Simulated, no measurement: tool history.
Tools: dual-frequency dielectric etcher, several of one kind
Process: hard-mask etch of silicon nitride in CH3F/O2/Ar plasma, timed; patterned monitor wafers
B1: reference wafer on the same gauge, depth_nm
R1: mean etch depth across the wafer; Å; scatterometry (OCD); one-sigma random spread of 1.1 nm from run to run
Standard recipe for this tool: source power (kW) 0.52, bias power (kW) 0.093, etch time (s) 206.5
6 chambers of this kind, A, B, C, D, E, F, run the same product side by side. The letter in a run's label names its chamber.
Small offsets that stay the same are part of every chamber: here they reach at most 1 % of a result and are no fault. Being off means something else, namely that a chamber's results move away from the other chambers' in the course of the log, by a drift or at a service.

run 1F hour=4.9 | source_power_(kW)=0.52 bias_power_(kW)=0.093 etch_time_(s)=206.5 | B1=159.95 | R1=1731.3
run 2A hour=11.2 | source_power_(kW)=0.52 bias_power_(kW)=0.093 etch_time_(s)=206.5 | B1=160.18 | R1=1731.8
run 3D hour=16.3 | source_power_(kW)=0.52 bias_power_(kW)=0.093 etch_time_(s)=206.5 | B1=159.83 | R1=1742.8
run 4C hour=22.1 | source_power_(kW)=0.52 bias_power_(kW)=0.093 etch_time_(s)=206.5 | B1=159.98 | R1=1746
run 5B hour=31.6 | source_power_(kW)=0.43 bias_power_(kW)=0.093 etch_time_(s)=206.5 | B1=160.15 | R1=1638.7
run 6E hour=37.1 | source_power_(kW)=0.43 bias_power_(kW)=0.093 etch_time_(s)=206.5 | B1=160.04 | R1=1646.4
run 7E hour=42.3 | source_power_(kW)=0.43 bias_power_(kW)=0.093 etch_time_(s)=206.5 | B1=159.98 | R1=1640
-- hour=43.1 chamber E: source power generator calibrated
run 8F hour=50.8 | source_power_(kW)=0.43 bias_power_(kW)=0.093 etch_time_(s)=206.5 | B1=160.2 | R1=1608.3
run 9D hour=59.8 | source_power_(kW)=0.43 bias_power_(kW)=0.093 etch_time_(s)=206.5 | B1=160.25 | R1=1614.1
run 10C hour=66.4 | source_power_(kW)=0.43 bias_power_(kW)=0.093 etch_time_(s)=206.5 | B1=160.34 | R1=1607.4
run 11B hour=73.2 | source_power_(kW)=0.52 bias_power_(kW)=0.093 etch_time_(s)=206.5 | B1=159.62 | R1=1743
run 12A hour=82.4 | source_power_(kW)=0.52 bias_power_(kW)=0.093 etch_time_(s)=206.5 | B1=160.15 | R1=1746.7
run 13A hour=88.4 | source_power_(kW)=0.52 bias_power_(kW)=0.093 etch_time_(s)=206.5 | B1=160.21 | R1=1737.6
-- hour=90.4 chamber B: source power generator calibrated
run 14B hour=99.2 | source_power_(kW)=0.52 bias_power_(kW)=0.093 etch_time_(s)=206.5 | B1=160.23 | R1=1769
run 15D hour=110 | source_power_(kW)=0.52 bias_power_(kW)=0.093 etch_time_(s)=206.5 | B1=159.92 | R1=1732.3
run 16E hour=121 | source_power_(kW)=0.52 bias_power_(kW)=0.093 etch_time_(s)=206.5 | B1=159.92 | R1=1755.3
run 17F hour=127.1 | source_power_(kW)=0.52 bias_power_(kW)=0.093 etch_time_(s)=206.5 | B1=159.98 | R1=1738.6
run 18C hour=137.2 | source_power_(kW)=0.52 bias_power_(kW)=0.093 etch_time_(s)=206.5 | B1=160.09 | R1=1705.4
run 19A hour=145.7 | source_power_(kW)=0.52 bias_power_(kW)=0.093 etch_time_(s)=206.5 | B1=159.85 | R1=1742.5
run 20B hour=156.2 | source_power_(kW)=0.52 bias_power_(kW)=0.093 etch_time_(s)=206.5 | B1=159.97 | R1=1751.9
run 21C hour=165.7 | source_power_(kW)=0.52 bias_power_(kW)=0.093 etch_time_(s)=206.5 | B1=159.81 | R1=1746.9
run 22E hour=173.7 | source_power_(kW)=0.52 bias_power_(kW)=0.093 etch_time_(s)=206.5 | B1=160.18 | R1=1762.4
run 23F hour=184.1 | source_power_(kW)=0.52 bias_power_(kW)=0.093 etch_time_(s)=206.5 | B1=159.76 | R1=1736.5
run 24D hour=191.8 | source_power_(kW)=0.52 bias_power_(kW)=0.093 etch_time_(s)=206.5 | B1=159.75 | R1=1744.6
run 25F hour=201.7 | source_power_(kW)=0.52 bias_power_(kW)=0.093 etch_time_(s)=206.5 | B1=159.89 | R1=1723.8
-- hour=203.4 chamber F: wet clean of the chamber
run 26E hour=212.6 | source_power_(kW)=0.52 bias_power_(kW)=0.093 etch_time_(s)=206.5 | B1=160.19 | R1=1760.9
run 27D hour=219.9 | source_power_(kW)=0.52 bias_power_(kW)=0.093 etch_time_(s)=206.5 | B1=160.1 | R1=1738.3
-- hour=223.9 chamber C: bias power generator calibrated
-- hour=224.2 chamber C: wet clean of the chamber
run 28A hour=224.7 | source_power_(kW)=0.52 bias_power_(kW)=0.093 etch_time_(s)=206.5 | B1=160 | R1=1742.9
run 29B hour=231.9 | source_power_(kW)=0.57 bias_power_(kW)=0.083 etch_time_(s)=206.5 | B1=159.8 | R1=1734
run 30C hour=237.3 | source_power_(kW)=0.57 bias_power_(kW)=0.083 etch_time_(s)=206.5 | B1=159.68 | R1=1716.5
run 31F hour=242.7 | source_power_(kW)=0.57 bias_power_(kW)=0.083 etch_time_(s)=206.5 | B1=159.77 | R1=1730.6
run 32B hour=251.8 | source_power_(kW)=0.57 bias_power_(kW)=0.083 etch_time_(s)=206.5 | B1=160.04 | R1=1727.4
run 33E hour=262.2 | source_power_(kW)=0.57 bias_power_(kW)=0.083 etch_time_(s)=206.5 | B1=160.28 | R1=1753
run 34A hour=270.1 | source_power_(kW)=0.57 bias_power_(kW)=0.083 etch_time_(s)=206.5 | B1=159.7 | R1=1726.5
run 35D hour=275.8 | source_power_(kW)=0.52 bias_power_(kW)=0.093 etch_time_(s)=206.5 | B1=159.8 | R1=1740
run 36C hour=284.5 | source_power_(kW)=0.52 bias_power_(kW)=0.093 etch_time_(s)=206.5 | B1=160.03 | R1=1736.2
run 37D hour=290.6 | source_power_(kW)=0.52 bias_power_(kW)=0.093 etch_time_(s)=206.5 | B1=159.93 | R1=1744.7
run 38C hour=296 | source_power_(kW)=0.52 bias_power_(kW)=0.093 etch_time_(s)=206.5 | B1=159.98 | R1=1724.3
run 39A hour=302.3 | source_power_(kW)=0.43 bias_power_(kW)=0.093 etch_time_(s)=243.5 | B1=159.97 | R1=1917.7
run 40F hour=313.3 | source_power_(kW)=0.43 bias_power_(kW)=0.093 etch_time_(s)=243.5 | B1=160.2 | R1=1914.1

For the next run the whole fleet of 6 chambers uses the same settings. Give each chamber's results:
run 41A hour=321.2 | source_power_(kW)=0.52 bias_power_(kW)=0.093 etch_time_(s)=206.5 | R1=?
run 41B hour=321.2 | source_power_(kW)=0.52 bias_power_(kW)=0.093 etch_time_(s)=206.5 | R1=?
run 41C hour=321.2 | source_power_(kW)=0.52 bias_power_(kW)=0.093 etch_time_(s)=206.5 | R1=?
run 41D hour=321.2 | source_power_(kW)=0.52 bias_power_(kW)=0.093 etch_time_(s)=206.5 | R1=?
run 41E hour=321.2 | source_power_(kW)=0.52 bias_power_(kW)=0.093 etch_time_(s)=206.5 | R1=?
run 41F hour=321.2 | source_power_(kW)=0.52 bias_power_(kW)=0.093 etch_time_(s)=206.5 | R1=?

run=41A R1=1736.4
run=41B R1=1741.2
run=41C R1=1734.9
run=41D R1=1734.9
run=41E R1=1748.9
run=41F R1=1736
